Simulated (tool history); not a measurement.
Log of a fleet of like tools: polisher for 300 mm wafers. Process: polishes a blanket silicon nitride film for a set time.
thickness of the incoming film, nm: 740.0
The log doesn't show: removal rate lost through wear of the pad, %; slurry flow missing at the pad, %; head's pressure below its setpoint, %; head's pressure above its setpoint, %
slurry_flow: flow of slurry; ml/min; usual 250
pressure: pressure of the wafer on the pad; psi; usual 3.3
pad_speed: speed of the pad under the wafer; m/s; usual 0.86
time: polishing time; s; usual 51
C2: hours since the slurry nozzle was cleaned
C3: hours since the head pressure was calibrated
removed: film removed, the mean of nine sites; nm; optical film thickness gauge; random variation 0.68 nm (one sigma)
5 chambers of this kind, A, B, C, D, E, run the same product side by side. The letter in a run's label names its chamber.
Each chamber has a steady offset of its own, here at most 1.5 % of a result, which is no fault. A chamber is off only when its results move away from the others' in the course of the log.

Run 1C, hour 10.8: usual settings; wafers polished on this pad 212; C2 471.7; C3 672.4. Result: removed 69.084 nm.
At hour 12.1: chamber A: worn pad replaced by a new one.
Run 2D, hour 16.5: usual settings; wafers polished on this pad 942; C2 181.6; C3 363.3. Result: removed 68.714 nm.
At hour 17.2: chamber D: worn pad replaced by a new one.
Run 3B, hour 28.2: usual settings; wafers polished on this pad 580; C2 552.9; C3 894.7. Result: removed 68.824 nm.
Run 4E, hour 40.4: usual settings; wafers polished on this pad 784; C2 407.8; C3 204.4. Result: removed 70.087 nm.
Run 5A, hour 46.7: usual settings; wafers polished on this pad 438; C2 107.6; C3 401.9. Result: removed 68.565 nm.
At hour 47.2: chamber B: worn pad replaced by a new one.
Run 6D, hour 59.9: usual settings; wafers polished on this pad 542; C2 225.0; C3 406.7. Result: removed 68.609 nm.
At hour 64.7: chamber E: worn pad replaced by a new one.
Run 7A, hour 70.5: usual settings; wafers polished on this pad 740; C2 131.4; C3 425.7. Result: removed 68.812 nm.
At hour 75.0: chamber D: slurry nozzle cleaned.
At hour 77.1: chamber A: worn pad replaced by a new one.
At hour 77.2: chamber C: worn pad replaced by a new one.
Run 8E, hour 80.4: usual settings; wafers polished on this pad 199; C2 447.8; C3 244.4. Result: removed 70.815 nm.
Run 9C, hour 90.6: usual settings; wafers polished on this pad 170; C2 551.5; C3 752.2. Result: removed 69.444 nm.
At hour 96.3: chamber D: worn pad replaced by a new one.
Run 10B, hour 101.3: usual settings but time 44 s; wafers polished on this pad 685; C2 626.0; C3 967.8. Result: removed 61.401 nm.
Run 11C, hour 111.3: usual settings but time 44 s; wafers polished on this pad 432; C2 572.2; C3 772.9. Result: removed 58.157 nm.
At hour 120.3: chamber B: worn pad replaced by a new one.
Run 12D, hour 121.0: usual settings but time 44 s; wafers polished on this pad 314; C2 46.1; C3 467.8. Result: removed 59.161 nm.
Run 13B, hour 130.4: usual settings but time 44 s; wafers polished on this pad 128; C2 655.1; C3 996.9. Result: removed 58.942 nm.
At hour 138.3: chamber E: head pressure recalibrated.
Run 14A, hour 141.3: usual settings but time 44 s; wafers polished on this pad 813; C2 202.2; C3 496.5. Result: removed 57.554 nm.
At hour 145.1: chamber E: worn pad replaced by a new one.
Run 15E, hour 154.6: usual settings; wafers polished on this pad 121; C2 522.0; C3 16.3. Result: removed 70.454 nm.
At hour 162.6: chamber A: worn pad replaced by a new one.
Run 16A, hour 165.2: usual settings; wafers polished on this pad 33; C2 226.1; C3 520.4. Result: removed 67.579 nm.
At hour 166.7: chamber C: worn pad replaced by a new one.
At hour 170.5: chamber D: worn pad replaced by a new one.
Run 17C, hour 178.4: usual settings; wafers polished on this pad 148; C2 639.3; C3 840.0. Result: removed 69.365 nm.
Run 18E, hour 185.8: usual settings; wafers polished on this pad 516; C2 553.2; C3 47.5. Result: removed 69.693 nm.
Run 19B, hour 192.9: usual settings; wafers polished on this pad 919; C2 717.6; C3 1059.4. Result: removed 69.286 nm.
At hour 202.4: chamber B: worn pad replaced by a new one.
Run 20D, hour 205.6: usual settings; wafers polished on this pad 444; C2 130.7; C3 552.4. Result: removed 67.845 nm.
Run 21A, hour 217.2: usual settings; wafers polished on this pad 692; C2 278.1; C3 572.4. Result: removed 66.049 nm.
At hour 217.8: chamber C: slurry nozzle cleaned.
Run 22B, hour 224.8: usual settings; wafers polished on this pad 284; C2 749.5; C3 1091.3. Result: removed 70.094 nm.
At hour 226.5: chamber E: worn pad replaced by a new one.
Run 23D, hour 235.9: usual settings; wafers polished on this pad 828; C2 161.0; C3 582.7. Result: removed 68.146 nm.
Run 24E, hour 242.2: usual settings; wafers polished on this pad 199; C2 609.6; C3 103.9. Result: removed 69.508 nm.
At hour 245.0: chamber A: worn pad replaced by a new one.
Run 25C, hour 249.6: usual settings; wafers polished on this pad 1050; C2 31.8; C3 911.2. Result: removed 69.738 nm.
At hour 253.4: chamber B: slurry nozzle cleaned.
At hour 256.5: chamber C: worn pad replaced by a new one.
At hour 257.4: chamber D: worn pad replaced by a new one.
Run 26A, hour 258.7: usual settings; wafers polished on this pad 174; C2 319.6; C3 613.9. Result: removed 65.529 nm.
Run 27E, hour 267.2: usual settings; wafers polished on this pad 516; C2 634.6; C3 128.9. Result: removed 69.532 nm.
Run 28D, hour 274.5: usual settings; wafers polished on this pad 217; C2 199.6; C3 621.3. Result: removed 69.634 nm.
Run 29C, hour 285.8: usual settings; wafers polished on this pad 372; C2 68.0; C3 947.4. Result: removed 68.135 nm.
At hour 286.9: chamber B: worn pad replaced by a new one.
Run 30B, hour 293.5: usual settings; wafers polished on this pad 84; C2 40.1; C3 1160.0. Result: removed 70.174 nm.
At hour 295.0: chamber E: worn pad replaced by a new one.
Run 31B, hour 301.4: usual settings but pad_speed 1.10 m/s, time 34 s; wafers polished on this pad 184; C2 48.0; C3 1167.9. Result: removed 56.459 nm.
Run 32C, hour 314.2: usual settings but pad_speed 1.10 m/s, time 34 s; wafers polished on this pad 732; C2 96.4; C3 975.8. Result: removed 55.390 nm.
Run 33A, hour 321.1: usual settings but pad_speed 1.10 m/s, time 34 s; wafers polished on this pad 965; C2 382.0; C3 676.3. Result: removed 52.366 nm.
Run 34D, hour 333.4: usual settings but pad_speed 1.10 m/s, time 34 s; wafers polished on this pad 963; C2 258.5; C3 680.2. Result: removed 55.933 nm.
At hour 334.2: chamber D: worn pad replaced by a new one.
Run 35E, hour 341.7: usual settings but pad_speed 1.10 m/s, time 34 s; wafers polished on this pad 592; C2 709.1; C3 203.4. Result: removed 57.311 nm.
At hour 346.4: chamber C: worn pad replaced by a new one.
Run 36D, hour 350.5: usual settings; wafers polished on this pad 207; C2 275.6; C3 697.3. Result: removed 68.071 nm.
Run 37C, hour 363.2: usual settings; wafers polished on this pad 213; C2 145.4; C3 1024.8. Result: removed 69.478 nm.
At hour 364.3: chamber B: worn pad replaced by a new one.
At hour 368.4: chamber E: slurry nozzle cleaned.
At hour 370.4: chamber E: worn pad replaced by a new one.
Run 38E, hour 374.7: usual settings; wafers polished on this pad 55; C2 6.4; C3 236.4. Result: removed 70.485 nm.
Run 39B, hour 381.1: usual settings; wafers polished on this pad 213; C2 127.7; C3 1247.6. Result: removed 69.174 nm.

Next, every chamber runs the same settings. What will each give?
Run 40A, hour 390.6: usual settings. Result: removed ?.
Run 40B, hour 390.6: usual settings. Result: removed ?.
Run 40C, hour 390.6: usual settings. Result: removed ?.
Run 40D, hour 390.6: usual settings. Result: removed ?.
Run 40E, hour 390.6: usual settings. Result: removed ?.

run  removed
40A   62.985
40B   69.954
40C   69.160
40D   68.091
40E   70.390
